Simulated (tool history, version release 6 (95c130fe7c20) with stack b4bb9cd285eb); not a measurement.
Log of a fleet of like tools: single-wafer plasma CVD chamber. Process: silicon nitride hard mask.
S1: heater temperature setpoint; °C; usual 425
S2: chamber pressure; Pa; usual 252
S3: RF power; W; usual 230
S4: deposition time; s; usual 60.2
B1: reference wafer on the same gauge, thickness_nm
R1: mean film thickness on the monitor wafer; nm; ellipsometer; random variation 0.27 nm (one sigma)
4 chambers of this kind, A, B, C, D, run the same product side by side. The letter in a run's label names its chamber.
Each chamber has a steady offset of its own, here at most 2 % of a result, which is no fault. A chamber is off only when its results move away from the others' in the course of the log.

run,hour,S1,S2,S3,S4,B1,R1
1D,10.5,425,252,230,60.2,51.249,60.351
2B,16.8,425,252,230,60.2,51.265,59.611
3A,24.2,425,252,230,60.2,51.263,60.137
4C,32.7,425,252,230,60.2,51.235,61.241
5A,42.7,425,252,230,60.2,51.239,60.275
# hour 51: chamber D: capacitance manometer re-zeroed and calibrated
6C,54.8,425,252,230,60.2,51.343,60.665
7D,61.4,425,252,230,60.2,51.307,60.121
8B,67.6,425,252,230,60.2,51.347,58.824
9D,77,425,252,230,60.2,51.254,59.335
10B,86.6,425,228,230,64.7,51.339,60.857
11A,93.8,425,228,230,64.7,51.294,62.685
12C,103.8,425,228,230,64.7,51.298,63.249
13D,114.1,425,228,230,64.7,51.273,62.732
# hour 119.5: chamber A: RF generator calibrated
14C,122.6,425,252,230,60.2,51.317,60.876
15B,130.9,425,252,230,60.2,51.318,57.882
16A,142.4,425,252,230,60.2,51.306,60.041
17C,148.2,425,252,230,60.2,51.368,60.726
18D,155.2,425,252,230,60.2,51.318,59.614
19A,167.8,425,252,200,64,51.31,57.79
20B,173.6,425,252,200,64,51.333,54.32
21D,180.8,425,252,200,64,51.291,57.317
22B,188.8,425,252,200,64,51.247,54.159
23C,195.4,425,289,230,60.2,51.254,62.621
24A,204,425,289,230,60.2,51.308,62.052
25A,213.5,425,289,230,60.2,51.273,62.591
26D,222.4,425,289,230,60.2,51.38,62.348

Next, every chamber runs the same settings. What will each give?
27A,231.4,425,252,230,60.2,,?
27B,231.4,425,252,230,60.2,,?
27C,231.4,425,252,230,60.2,,?
27D,231.4,425,252,230,60.2,,?

run,R1
27A,60.508
27B,56.222
27C,60.893
27D,60.223
